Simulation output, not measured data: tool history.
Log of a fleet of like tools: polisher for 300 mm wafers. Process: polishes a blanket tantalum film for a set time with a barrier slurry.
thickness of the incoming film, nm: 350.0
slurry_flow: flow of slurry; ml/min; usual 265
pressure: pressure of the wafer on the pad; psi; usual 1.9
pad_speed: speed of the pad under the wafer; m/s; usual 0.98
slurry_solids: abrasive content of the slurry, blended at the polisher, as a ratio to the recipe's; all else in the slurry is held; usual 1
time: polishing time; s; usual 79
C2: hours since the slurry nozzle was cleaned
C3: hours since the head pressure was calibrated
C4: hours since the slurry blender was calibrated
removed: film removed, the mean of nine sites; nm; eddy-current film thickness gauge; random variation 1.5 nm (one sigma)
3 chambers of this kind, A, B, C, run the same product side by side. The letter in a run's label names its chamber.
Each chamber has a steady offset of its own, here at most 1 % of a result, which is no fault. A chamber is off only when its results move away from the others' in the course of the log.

{"run": "1C", "hour": 5.5, "slurry_flow": 265, "pressure": 1.9, "pad_speed": 0.98, "slurry_solids": 1, "time": 79, "wafers polished on this pad": 251, "C2": 617.9, "C3": 92.9, "C4": 54.2, "removed": 107.24}
{"run": "2B", "hour": 9.0, "slurry_flow": 265, "pressure": 1.9, "pad_speed": 0.98, "slurry_solids": 1, "time": 79, "wafers polished on this pad": 343, "C2": 188.6, "C3": 452.5, "C4": 323.9, "removed": 107.82}
{"run": "3A", "hour": 12.6, "slurry_flow": 265, "pressure": 1.9, "pad_speed": 0.98, "slurry_solids": 1, "time": 79, "wafers polished on this pad": 368, "C2": 414.2, "C3": 316.3, "C4": 199.4, "removed": 108.8}
{"run": "4A", "hour": 16.3, "slurry_flow": 265, "pressure": 1.9, "pad_speed": 0.98, "slurry_solids": 1, "time": 79, "wafers polished on this pad": 399, "C2": 417.9, "C3": 320, "C4": 203.1, "removed": 107.06}
{"run": "5B", "hour": 18.9, "slurry_flow": 265, "pressure": 1.9, "pad_speed": 0.98, "slurry_solids": 1, "time": 79, "wafers polished on this pad": 426, "C2": 198.5, "C3": 462.4, "C4": 333.8, "removed": 107.47}
{"run": "6C", "hour": 23.2, "slurry_flow": 265, "pressure": 1.9, "pad_speed": 0.98, "slurry_solids": 1, "time": 79, "wafers polished on this pad": 400, "C2": 635.6, "C3": 110.6, "C4": 71.9, "removed": 107.33}
{"hour": 26.5, "done": "chamber C: slurry nozzle cleaned"}
{"run": "7B", "hour": 27.5, "slurry_flow": 265, "pressure": 1.9, "pad_speed": 0.98, "slurry_solids": 1, "time": 79, "wafers polished on this pad": 499, "C2": 207.1, "C3": 471, "C4": 342.4, "removed": 107.01}
{"run": "8A", "hour": 31.2, "slurry_flow": 265, "pressure": 1.9, "pad_speed": 0.98, "slurry_solids": 1, "time": 79, "wafers polished on this pad": 525, "C2": 432.8, "C3": 334.9, "C4": 218, "removed": 107.2}
{"hour": 33.5, "done": "chamber A: worn pad replaced by a new one"}
{"run": "9C", "hour": 35.9, "slurry_flow": 265, "pressure": 1.9, "pad_speed": 0.98, "slurry_solids": 1, "time": 79, "wafers polished on this pad": 508, "C2": 9.4, "C3": 123.3, "C4": 84.6, "removed": 102.56}
{"run": "10A", "hour": 38.4, "slurry_flow": 265, "pressure": 1.9, "pad_speed": 0.98, "slurry_solids": 1, "time": 79, "wafers polished on this pad": 41, "C2": 440, "C3": 342.1, "C4": 225.2, "removed": 107.91}
{"run": "11C", "hour": 41.2, "slurry_flow": 265, "pressure": 1.9, "pad_speed": 0.98, "slurry_solids": 1, "time": 79, "wafers polished on this pad": 552, "C2": 14.7, "C3": 128.6, "C4": 89.9, "removed": 104.65}
{"run": "12B", "hour": 46.1, "slurry_flow": 265, "pressure": 1.9, "pad_speed": 0.98, "slurry_solids": 1, "time": 79, "wafers polished on this pad": 655, "C2": 225.7, "C3": 489.6, "C4": 361, "removed": 108.04}
{"run": "13C", "hour": 49.3, "slurry_flow": 210, "pressure": 1.3, "pad_speed": 0.98, "slurry_solids": 1, "time": 79, "wafers polished on this pad": 620, "C2": 22.8, "C3": 136.7, "C4": 98, "removed": 68.251}
{"run": "14A", "hour": 51.9, "slurry_flow": 210, "pressure": 1.3, "pad_speed": 0.98, "slurry_solids": 1, "time": 79, "wafers polished on this pad": 155, "C2": 453.5, "C3": 355.6, "C4": 238.7, "removed": 69.886}
{"run": "15B", "hour": 55.5, "slurry_flow": 210, "pressure": 1.3, "pad_speed": 0.98, "slurry_solids": 1, "time": 79, "wafers polished on this pad": 735, "C2": 235.1, "C3": 499, "C4": 370.4, "removed": 70.48}
{"run": "16A", "hour": 60.6, "slurry_flow": 265, "pressure": 1.9, "pad_speed": 0.98, "slurry_solids": 1, "time": 79, "wafers polished on this pad": 229, "C2": 462.2, "C3": 364.3, "C4": 247.4, "removed": 108.11}
{"run": "17B", "hour": 64.9, "slurry_flow": 265, "pressure": 1.9, "pad_speed": 0.98, "slurry_solids": 1, "time": 79, "wafers polished on this pad": 814, "C2": 244.5, "C3": 508.4, "C4": 379.8, "removed": 107.52}
{"run": "18C", "hour": 68.8, "slurry_flow": 215, "pressure": 1.9, "pad_speed": 0.86, "slurry_solids": 1, "time": 79, "wafers polished on this pad": 785, "C2": 42.3, "C3": 156.2, "C4": 117.5, "removed": 81.747}
{"run": "19B", "hour": 73.2, "slurry_flow": 215, "pressure": 1.9, "pad_speed": 0.86, "slurry_solids": 1, "time": 79, "wafers polished on this pad": 884, "C2": 252.8, "C3": 516.7, "C4": 388.1, "removed": 89.912}
{"run": "20A", "hour": 77.0, "slurry_flow": 215, "pressure": 1.9, "pad_speed": 0.86, "slurry_solids": 1, "time": 79, "wafers polished on this pad": 367, "C2": 478.6, "C3": 380.7, "C4": 263.8, "removed": 92.129}

All 3 chambers run these settings next. Forecast each chamber's results:
{"run": "21A", "hour": 81.0, "slurry_flow": 265, "pressure": 1.9, "pad_speed": 0.98, "slurry_solids": 1, "time": 79, "removed": "?"}
{"run": "21B", "hour": 81.0, "slurry_flow": 265, "pressure": 1.9, "pad_speed": 0.98, "slurry_solids": 1, "time": 79, "removed": "?"}
{"run": "21C", "hour": 81.0, "slurry_flow": 265, "pressure": 1.9, "pad_speed": 0.98, "slurry_solids": 1, "time": 79, "removed": "?"}

run=21A removed=107.02
run=21B removed=108.21
run=21C removed=90.546

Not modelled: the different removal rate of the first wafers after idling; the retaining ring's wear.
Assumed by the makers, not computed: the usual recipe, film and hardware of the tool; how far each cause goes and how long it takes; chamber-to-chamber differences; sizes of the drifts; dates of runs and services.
